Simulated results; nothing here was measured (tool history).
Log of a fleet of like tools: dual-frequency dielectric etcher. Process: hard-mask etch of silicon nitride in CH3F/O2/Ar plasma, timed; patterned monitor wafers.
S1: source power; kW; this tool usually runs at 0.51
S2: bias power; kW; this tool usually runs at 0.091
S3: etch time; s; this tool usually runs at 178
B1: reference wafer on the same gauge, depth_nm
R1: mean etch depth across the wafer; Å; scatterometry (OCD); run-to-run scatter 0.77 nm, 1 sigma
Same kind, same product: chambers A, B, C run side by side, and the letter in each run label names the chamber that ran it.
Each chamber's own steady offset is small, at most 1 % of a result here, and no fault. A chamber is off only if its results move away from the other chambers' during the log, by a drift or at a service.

| run | hour | S1 | S2 | S3 | B1 | R1 |
|---|---|---|---|---|---|---|
| 1C | 4.6 | 0.51 | 0.091 | 178 | 175.1 | 1480.4 |
| 2A | 9.1 | 0.51 | 0.091 | 178 | 175.02 | 1493.6 |
| 3B | 12.8 | 0.51 | 0.091 | 178 | 174.92 | 1470.5 |
| 4C | 18.2 | 0.51 | 0.091 | 178 | 175.24 | 1497.8 |
| 5A | 22.1 | 0.51 | 0.091 | 178 | 175.11 | 1491.8 |
| 6B | 24.8 | 0.39 | 0.101 | 178 | 174.87 | 1388.8 |
| 7B | 27.3 | 0.39 | 0.101 | 178 | 174.76 | 1385 |
| 8A | 29.9 | 0.39 | 0.101 | 178 | 174.97 | 1400 |
| 9C | 32.6 | 0.51 | 0.091 | 178 | 175.19 | 1498.7 |
| 10C | 36.2 | 0.51 | 0.091 | 178 | 174.91 | 1502.6 |
| 11A | 40.7 | 0.51 | 0.091 | 178 | 175.05 | 1484.6 |
| 12B | 43.6 | 0.51 | 0.091 | 178 | 174.98 | 1476.7 |
| 13C | 46.9 | 0.51 | 0.091 | 178 | 175.07 | 1489.3 |
| 14A | 51.7 | 0.51 | 0.091 | 178 | 174.94 | 1495 |
| 15B | 55 | 0.51 | 0.091 | 178 | 174.9 | 1474.3 |
|  | 58.2 | chamber B: wet clean of the chamber |
| 16B | 59.1 | 0.38 | 0.082 | 178 | 175.17 | 1269.6 |
| 17C | 64 | 0.38 | 0.082 | 178 | 175.04 | 1279.7 |
| 18A | 66.4 | 0.38 | 0.082 | 178 | 175.03 | 1289.2 |
| 19A | 71.4 | 0.51 | 0.091 | 178 | 174.99 | 1481.6 |
| 20C | 75.8 | 0.51 | 0.091 | 178 | 175.17 | 1488.7 |
| 21B | 79.7 | 0.51 | 0.084 | 178 | 174.9 | 1428 |
| 22A | 83.8 | 0.51 | 0.084 | 178 | 174.88 | 1448.4 |
| 23B | 86.8 | 0.51 | 0.084 | 178 | 175.04 | 1424.9 |
| 24C | 92.2 | 0.51 | 0.091 | 178 | 174.91 | 1496.4 |
| 25A | 97 | 0.51 | 0.091 | 178 | 175.07 | 1485.7 |
| 26B | 100.8 | 0.51 | 0.091 | 178 | 174.9 | 1467.4 |
| 27C | 106 | 0.51 | 0.091 | 178 | 174.91 | 1499.2 |
| 28C | 110.9 | 0.51 | 0.091 | 178 | 174.75 | 1485 |
| 29A | 115.7 | 0.51 | 0.091 | 178 | 175.11 | 1491.8 |
| 30B | 120.5 | 0.51 | 0.091 | 178 | 174.9 | 1469.8 |
| 31A | 124.6 | 0.51 | 0.091 | 178 | 175 | 1488.8 |
| 32C | 127.2 | 0.51 | 0.091 | 178 | 175.1 | 1483.4 |
| 33B | 130.3 | 0.51 | 0.091 | 178 | 174.72 | 1480 |
| 34B | 134.6 | 0.51 | 0.091 | 178 | 174.98 | 1464.8 |
| 35A | 139 | 0.51 | 0.091 | 178 | 175.09 | 1490.8 |
| 36C | 144.4 | 0.51 | 0.091 | 178 | 175.04 | 1491.5 |
| 37A | 147.1 | 0.51 | 0.091 | 178 | 175.16 | 1484.4 |
| 38B | 151.8 | 0.51 | 0.091 | 178 | 175.19 | 1478.5 |

One chamber off, gauge drift, or nothing amiss beyond the chambers' own small offsets? If it is a chamber, which one, and what is the likeliest cause?

All chambers stay in line apart from their small fixed offsets, and the gauge does not drift.

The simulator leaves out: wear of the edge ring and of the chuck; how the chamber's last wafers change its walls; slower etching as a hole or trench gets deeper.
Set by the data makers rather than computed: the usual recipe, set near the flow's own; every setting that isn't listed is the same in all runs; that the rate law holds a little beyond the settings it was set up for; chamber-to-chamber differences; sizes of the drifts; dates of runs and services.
